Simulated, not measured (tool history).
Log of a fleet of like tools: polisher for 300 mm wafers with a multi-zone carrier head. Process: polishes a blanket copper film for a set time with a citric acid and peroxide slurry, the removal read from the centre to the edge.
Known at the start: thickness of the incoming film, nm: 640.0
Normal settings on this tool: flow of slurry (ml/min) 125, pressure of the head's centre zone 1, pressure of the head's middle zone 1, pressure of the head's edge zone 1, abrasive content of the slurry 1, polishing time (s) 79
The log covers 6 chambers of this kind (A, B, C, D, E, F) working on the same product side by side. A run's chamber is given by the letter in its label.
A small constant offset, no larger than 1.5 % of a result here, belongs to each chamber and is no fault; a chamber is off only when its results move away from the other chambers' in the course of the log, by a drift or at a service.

| run | hour | flow of slurry (ml/min) | pressure of the head's centre zone | pressure of the head's middle zone | pressure of the head's edge zone | abrasive content of the slurry | polishing time (s) | film removed at the wafer's centre (Å) | film removed at mid-radius (Å) | film removed at the wafer's edge (Å) |
|---|---|---|---|---|---|---|---|---|---|---|
| 1D | 10.5 | 125 | 1 | 1 | 1 | 1 | 79 | 1278 | 1266.8 | 1275.4 |
|  | 12.2 | chamber A: centre zone pressure recalibrated |
| 2A | 18 | 125 | 1 | 1 | 1 | 1 | 79 | 1294.1 | 1307 | 1285.1 |
| 3C | 27.2 | 125 | 1 | 1 | 1 | 1 | 79 | 1289.1 | 1289.8 | 1272.7 |
|  | 33.7 | chamber B: slurry nozzle cleaned |
|  | 35 | chamber A: worn pad replaced by a new one |
| 4E | 36.1 | 125 | 1 | 1 | 1 | 1 | 79 | 1264.5 | 1294.1 | 1305.8 |
| 5F | 42.7 | 125 | 1 | 1 | 1 | 1 | 79 | 1292.9 | 1299.9 | 1297.2 |
|  | 43.1 | chamber E: worn pad replaced by a new one |
| 6B | 49.6 | 125 | 1 | 1 | 1 | 1 | 79 | 1282.8 | 1288.9 | 1307.1 |
|  | 50.9 | chamber D: worn pad replaced by a new one |
| 7C | 57.6 | 125 | 1 | 1 | 1 | 1 | 79 | 1308.5 | 1308.1 | 1268.4 |
|  | 62.1 | chamber B: worn pad replaced by a new one |
| 8B | 68.4 | 125 | 1 | 1 | 1 | 1 | 79 | 1302.9 | 1299.9 | 1283 |
|  | 68.9 | chamber F: worn pad replaced by a new one |
|  | 69.5 | chamber C: worn pad replaced by a new one |
| 9A | 76 | 125 | 1 | 1 | 1 | 1 | 79 | 1304.8 | 1311.1 | 1272 |
| 10F | 81.3 | 125 | 0.9 | 1 | 1 | 0.75 | 79 | 1062.6 | 1201.1 | 1199 |
|  | 81.7 | chamber C: centre zone pressure recalibrated |
| 11E | 87 | 125 | 0.9 | 1 | 1 | 0.75 | 79 | 1085.4 | 1243.5 | 1216.9 |
| 12D | 97.8 | 125 | 0.9 | 1 | 1 | 0.75 | 79 | 1109 | 1184.6 | 1198.8 |
| 13D | 105.5 | 125 | 0.9 | 1 | 1 | 0.75 | 79 | 1081.5 | 1195.8 | 1193.1 |
| 14A | 114.4 | 125 | 0.9 | 1 | 1 | 0.75 | 79 | 1106.7 | 1208.4 | 1200.9 |
|  | 116.8 | chamber E: worn pad replaced by a new one |
|  | 122.7 | chamber A: worn pad replaced by a new one |
|  | 125.4 | chamber B: worn pad replaced by a new one |
| 15B | 126.4 | 125 | 0.9 | 1 | 1 | 0.75 | 79 | 1080.8 | 1187.5 | 1210.9 |
|  | 127.4 | chamber F: worn pad replaced by a new one |
|  | 132.1 | chamber D: worn pad replaced by a new one |
|  | 132.9 | chamber D: slurry nozzle cleaned |
| 16C | 135.4 | 125 | 1 | 1 | 1 | 1 | 79 | 1287 | 1279.6 | 1275.1 |
| 17F | 143.1 | 125 | 1 | 1 | 1 | 1 | 79 | 1290 | 1315.9 | 1300.2 |
| 18E | 153.7 | 125 | 1 | 1 | 1 | 1 | 79 | 1277.8 | 1294.9 | 1290.7 |
| 19D | 165.8 | 125 | 1 | 1 | 1 | 1 | 79 | 1299.2 | 1284.2 | 1273.6 |
| 20E | 171.8 | 125 | 1 | 1 | 1 | 1 | 79 | 1282.3 | 1282.4 | 1300.8 |
|  | 176.5 | chamber C: slurry nozzle cleaned |
| 21F | 181.8 | 125 | 1 | 1 | 1 | 1 | 79 | 1342.1 | 1280.3 | 1283.2 |
|  | 187.9 | chamber E: worn pad replaced by a new one |
| 22C | 189.8 | 125 | 1 | 1 | 1 | 1 | 79 | 1293.7 | 1301.6 | 1278 |
|  | 193.9 | chamber B: worn pad replaced by a new one |
| 23B | 195.9 | 125 | 1 | 1 | 1 | 1 | 79 | 1295.4 | 1310.2 | 1295.2 |
|  | 196.3 | chamber A: worn pad replaced by a new one |
|  | 196.9 | chamber C: worn pad replaced by a new one |
|  | 197.3 | chamber F: worn pad replaced by a new one |
| 24A | 202.6 | 125 | 1 | 1 | 1 | 1 | 79 | 1288.1 | 1293.2 | 1291.3 |
|  | 211.3 | chamber D: worn pad replaced by a new one |
| 25B | 213.9 | 125 | 1 | 1 | 1 | 1 | 79 | 1273.8 | 1254.3 | 1296.1 |
| 26F | 223.7 | 125 | 1 | 1 | 1 | 1 | 79 | 1354.7 | 1289.3 | 1300.7 |
| 27A | 234.1 | 125 | 1 | 1 | 1 | 1 | 79 | 1279.7 | 1273.3 | 1266.4 |
| 28C | 244.3 | 125 | 1 | 1 | 1 | 1 | 79 | 1318.4 | 1303.1 | 1273.2 |
| 29E | 253.7 | 125 | 1 | 1 | 1 | 1 | 79 | 1272.8 | 1302.5 | 1303.1 |
|  | 262.3 | chamber F: worn pad replaced by a new one |
| 30D | 264.4 | 125 | 1 | 1 | 1 | 1 | 79 | 1267.8 | 1272.8 | 1278.9 |
|  | 268.2 | chamber B: worn pad replaced by a new one |
|  | 271.4 | chamber E: worn pad replaced by a new one |
| 31F | 271.9 | 125 | 1 | 1 | 1 | 1 | 79 | 1392.1 | 1304.4 | 1313.9 |
|  | 278.5 | chamber A: worn pad replaced by a new one |
| 32A | 282.9 | 125 | 1 | 1 | 1 | 1 | 79 | 1311.6 | 1281 | 1290.4 |
|  | 288.3 | chamber C: edge zone pressure recalibrated |
|  | 288.9 | chamber D: worn pad replaced by a new one |
| 33E | 294.9 | 125 | 1 | 1 | 1 | 1 | 79 | 1253.8 | 1295.8 | 1297.5 |
| 34C | 306.4 | 125 | 1 | 1 | 1 | 1 | 79 | 1303.2 | 1286.1 | 1277 |
| 35B | 313.8 | 125 | 1 | 1 | 1 | 1 | 79 | 1289.3 | 1287.5 | 1293.8 |
| 36D | 321.8 | 125 | 1 | 1 | 1 | 1 | 79 | 1280.6 | 1258.9 | 1266.9 |
| 37D | 328 | 125 | 1 | 1 | 1 | 1 | 79 | 1298.7 | 1267.6 | 1280.8 |
|  | 336.6 | chamber E: worn pad replaced by a new one |
| 38E | 337.9 | 125 | 1 | 1 | 1 | 1 | 79 | 1297.3 | 1307.6 | 1300.8 |

Next, all 6 chambers run the settings below, one line each with question marks for the results. What does each chamber give?
| 39A | 346.7 | 125 | 1 | 1 | 1 | 1 | 79 | ? | ? | ? |
| 39B | 346.7 | 125 | 1 | 1 | 1 | 1 | 79 | ? | ? | ? |
| 39C | 346.7 | 125 | 1 | 1 | 1 | 1 | 79 | ? | ? | ? |
| 39D | 346.7 | 125 | 1 | 1 | 1 | 1 | 79 | ? | ? | ? |
| 39E | 346.7 | 125 | 1 | 1 | 1 | 1 | 79 | ? | ? | ? |
| 39F | 346.7 | 125 | 1 | 1 | 1 | 1 | 79 | ? | ? | ? |

| run | film removed at the wafer's centre (Å) | film removed at mid-radius (Å) | film removed at the wafer's edge (Å) |
|---|---|---|---|
| 39A | 1304.7 | 1277.1 | 1280.2 |
| 39B | 1281.2 | 1275.7 | 1306.6 |
| 39C | 1282.4 | 1291.3 | 1268.8 |
| 39D | 1289.7 | 1269.1 | 1274.3 |
| 39E | 1273.7 | 1321.8 | 1295.3 |
| 39F | 1413.4 | 1309.8 | 1295.5 |
